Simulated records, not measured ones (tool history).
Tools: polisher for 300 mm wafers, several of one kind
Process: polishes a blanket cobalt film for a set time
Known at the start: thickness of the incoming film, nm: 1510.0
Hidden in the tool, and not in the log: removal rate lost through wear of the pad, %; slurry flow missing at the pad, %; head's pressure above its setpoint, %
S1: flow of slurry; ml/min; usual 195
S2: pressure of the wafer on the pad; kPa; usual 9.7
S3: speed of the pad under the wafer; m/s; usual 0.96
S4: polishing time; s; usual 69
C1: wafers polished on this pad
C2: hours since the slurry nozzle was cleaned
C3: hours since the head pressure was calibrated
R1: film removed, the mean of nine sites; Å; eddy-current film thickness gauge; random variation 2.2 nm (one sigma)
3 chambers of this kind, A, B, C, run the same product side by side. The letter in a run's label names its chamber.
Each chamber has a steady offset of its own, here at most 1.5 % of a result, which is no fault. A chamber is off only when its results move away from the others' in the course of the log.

{"hour": 10.6, "done": "chamber B: head pressure recalibrated"}
{"run": "1C", "hour": 10.7, "S1": 195, "S2": 9.7, "S3": 0.96, "S4": 69, "C1": 1008, "C2": 611.5, "C3": 325.4, "R1": 2047.9}
{"hour": 13.1, "done": "chamber A: worn pad replaced by a new one"}
{"run": "2A", "hour": 23.8, "S1": 195, "S2": 9.7, "S3": 0.96, "S4": 69, "C1": 127, "C2": 30.8, "C3": 1201.3, "R1": 2078.6}
{"hour": 25.1, "done": "chamber C: worn pad replaced by a new one"}
{"hour": 33.7, "done": "chamber B: worn pad replaced by a new one"}
{"run": "3B", "hour": 35.8, "S1": 195, "S2": 9.7, "S3": 0.96, "S4": 69, "C1": 24, "C2": 149.1, "C3": 25.2, "R1": 2070.1}
{"run": "4A", "hour": 43.5, "S1": 195, "S2": 9.7, "S3": 0.96, "S4": 69, "C1": 359, "C2": 50.5, "C3": 1221.0, "R1": 2053.4}
{"hour": 52.1, "done": "chamber A: head pressure recalibrated"}
{"run": "5B", "hour": 54.9, "S1": 195, "S2": 9.7, "S3": 0.96, "S4": 69, "C1": 250, "C2": 168.2, "C3": 44.3, "R1": 2055.9}
{"run": "6C", "hour": 67.8, "S1": 195, "S2": 9.7, "S3": 0.96, "S4": 50, "C1": 504, "C2": 668.6, "C3": 382.5, "R1": 1475.7}
{"run": "7A", "hour": 74.7, "S1": 195, "S2": 9.7, "S3": 0.96, "S4": 50, "C1": 727, "C2": 81.7, "C3": 22.6, "R1": 1526.1}
{"run": "8C", "hour": 86.7, "S1": 195, "S2": 9.7, "S3": 0.96, "S4": 50, "C1": 726, "C2": 687.5, "C3": 401.4, "R1": 1472.3}
{"hour": 96.0, "done": "chamber B: worn pad replaced by a new one"}
{"run": "9B", "hour": 101.4, "S1": 195, "S2": 9.7, "S3": 0.96, "S4": 69, "C1": 64, "C2": 214.7, "C3": 90.8, "R1": 2113.5}
{"hour": 106.5, "done": "chamber C: slurry nozzle cleaned"}
{"run": "10B", "hour": 110.4, "S1": 195, "S2": 9.7, "S3": 0.96, "S4": 69, "C1": 170, "C2": 223.7, "C3": 99.8, "R1": 2133.4}
{"hour": 110.9, "done": "chamber C: worn pad replaced by a new one"}
{"run": "11A", "hour": 118.5, "S1": 160, "S2": 9.7, "S3": 0.96, "S4": 49, "C1": 1243, "C2": 125.5, "C3": 66.4, "R1": 1451.6}
{"hour": 126.6, "done": "chamber A: worn pad replaced by a new one"}
{"run": "12C", "hour": 129.8, "S1": 160, "S2": 9.7, "S3": 0.96, "S4": 49, "C1": 223, "C2": 23.4, "C3": 444.5, "R1": 1428.0}
{"run": "13B", "hour": 141.6, "S1": 160, "S2": 9.7, "S3": 0.96, "S4": 49, "C1": 538, "C2": 254.9, "C3": 131.0, "R1": 1418.9}
{"run": "14C", "hour": 153.1, "S1": 195, "S2": 9.7, "S3": 0.96, "S4": 69, "C1": 498, "C2": 46.7, "C3": 467.8, "R1": 2035.3}
{"run": "15A", "hour": 161.9, "S1": 195, "S2": 9.7, "S3": 0.96, "S4": 69, "C1": 416, "C2": 168.9, "C3": 109.8, "R1": 2066.9}
{"hour": 169.2, "done": "chamber B: worn pad replaced by a new one"}
{"run": "16C", "hour": 176.2, "S1": 195, "S2": 9.7, "S3": 0.96, "S4": 69, "C1": 770, "C2": 69.8, "C3": 490.9, "R1": 2050.8}
{"hour": 182.3, "done": "chamber B: slurry nozzle cleaned"}
{"run": "17A", "hour": 189.5, "S1": 195, "S2": 9.7, "S3": 0.96, "S4": 69, "C1": 741, "C2": 196.5, "C3": 137.4, "R1": 2056.0}
{"run": "18B", "hour": 197.7, "S1": 195, "S2": 9.7, "S3": 0.96, "S4": 69, "C1": 336, "C2": 15.5, "C3": 187.1, "R1": 2060.3}
{"run": "19B", "hour": 208.8, "S1": 195, "S2": 9.7, "S3": 0.96, "S4": 69, "C1": 467, "C2": 26.6, "C3": 198.2, "R1": 2106.8}
{"hour": 210.7, "done": "chamber C: worn pad replaced by a new one"}
{"run": "20C", "hour": 224.4, "S1": 195, "S2": 9.7, "S3": 0.96, "S4": 69, "C1": 161, "C2": 118.0, "C3": 539.1, "R1": 2020.0}
{"hour": 233.1, "done": "chamber B: worn pad replaced by a new one"}
{"run": "21A", "hour": 239.3, "S1": 195, "S2": 9.7, "S3": 0.96, "S4": 69, "C1": 1328, "C2": 246.3, "C3": 187.2, "R1": 2084.5}
{"hour": 245.9, "done": "chamber A: worn pad replaced by a new one"}
{"run": "22A", "hour": 254.5, "S1": 195, "S2": 9.7, "S3": 0.96, "S4": 69, "C1": 102, "C2": 261.5, "C3": 202.4, "R1": 2093.5}
{"run": "23B", "hour": 264.3, "S1": 195, "S2": 9.7, "S3": 0.96, "S4": 69, "C1": 368, "C2": 82.1, "C3": 253.7, "R1": 2076.2}
{"run": "24C", "hour": 274.2, "S1": 195, "S2": 9.7, "S3": 0.96, "S4": 69, "C1": 748, "C2": 167.8, "C3": 588.9, "R1": 2062.6}
{"run": "25A", "hour": 281.5, "S1": 195, "S2": 9.7, "S3": 0.96, "S4": 69, "C1": 420, "C2": 288.5, "C3": 229.4, "R1": 2066.7}
{"run": "26C", "hour": 291.8, "S1": 140, "S2": 9.7, "S3": 1.22, "S4": 69, "C1": 956, "C2": 185.4, "C3": 606.5, "R1": 2491.0}

Next, every chamber runs the same settings. What will each give?
{"run": "27A", "hour": 303.0, "S1": 195, "S2": 9.7, "S3": 0.96, "S4": 69, "R1": "?"}
{"run": "27B", "hour": 303.0, "S1": 195, "S2": 9.7, "S3": 0.96, "S4": 69, "R1": "?"}
{"run": "27C", "hour": 303.0, "S1": 195, "S2": 9.7, "S3": 0.96, "S4": 69, "R1": "?"}

run=27A R1=2090.6
run=27B R1=2074.3
run=27C R1=2052.3

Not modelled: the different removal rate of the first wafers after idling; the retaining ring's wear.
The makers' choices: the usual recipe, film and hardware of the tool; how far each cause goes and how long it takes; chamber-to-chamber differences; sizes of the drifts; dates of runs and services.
